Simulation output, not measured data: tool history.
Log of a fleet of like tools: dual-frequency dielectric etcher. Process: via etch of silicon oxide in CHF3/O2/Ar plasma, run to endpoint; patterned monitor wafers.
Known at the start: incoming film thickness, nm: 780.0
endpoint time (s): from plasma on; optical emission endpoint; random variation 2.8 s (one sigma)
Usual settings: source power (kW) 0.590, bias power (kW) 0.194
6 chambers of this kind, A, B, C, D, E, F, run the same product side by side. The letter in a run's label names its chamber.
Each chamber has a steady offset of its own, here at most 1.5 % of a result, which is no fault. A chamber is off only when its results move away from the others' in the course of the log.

run	hour	source power (kW)	bias power (kW)	endpoint time (s)
1E	3.6	0.590	0.194	390.04
2A	9.8	0.590	0.194	384.65
3F	14.2	0.590	0.194	380.79
4B	18.5	0.590	0.194	388.96
5D	24.8	0.590	0.194	381.42
6C	30.9	0.590	0.194	388.27
7C	35.7	0.590	0.194	394.85
# hour 38.8: chamber A: wet clean of the chamber
8E	39.9	0.590	0.194	386.78
9D	45.0	0.590	0.194	381.57
10B	48.8	0.590	0.194	386.38
11F	51.9	0.590	0.194	386.77
12A	55.7	0.590	0.194	382.66
13D	59.7	0.590	0.194	380.76
14B	65.8	0.590	0.194	390.36
15C	70.3	0.590	0.194	394.15
16F	76.8	0.590	0.194	395.43
17A	81.8	0.660	0.225	352.15
18E	86.4	0.660	0.225	350.23
19B	92.2	0.660	0.225	355.73
20F	96.1	0.660	0.225	357.24
# hour 97.8: chamber B: source power generator calibrated
# hour 99.5: chamber D: source power generator calibrated
21A	100.3	0.660	0.225	345.44
22E	104.0	0.660	0.225	350.98
23D	109.4	0.590	0.194	386.96
24C	114.7	0.690	0.172	390.14
25C	117.5	0.690	0.172	389.22
26A	121.4	0.690	0.172	374.94
27E	124.3	0.690	0.172	376.51
28D	130.2	0.690	0.172	376.99
29F	136.3	0.690	0.172	388.32
30B	141.9	0.590	0.194	385.93
31E	145.9	0.450	0.194	424.29
32D	149.9	0.450	0.194	425.61
33B	155.2	0.450	0.194	429.65
34A	160.0	0.450	0.194	428.17
35C	163.7	0.450	0.194	438.62
36F	169.0	0.450	0.194	451.34
37E	173.4	0.590	0.194	384.96
38F	176.6	0.590	0.194	405.05

Next, every chamber runs the same settings. What will each give?
39A	181.2	0.590	0.221	?
39B	181.2	0.590	0.221	?
39C	181.2	0.590	0.221	?
39D	181.2	0.590	0.221	?
39E	181.2	0.590	0.221	?
39F	181.2	0.590	0.221	?

run	endpoint time (s)
39A	368.47
39B	366.58
39C	380.14
39D	367.85
39E	368.77
39F	380.18
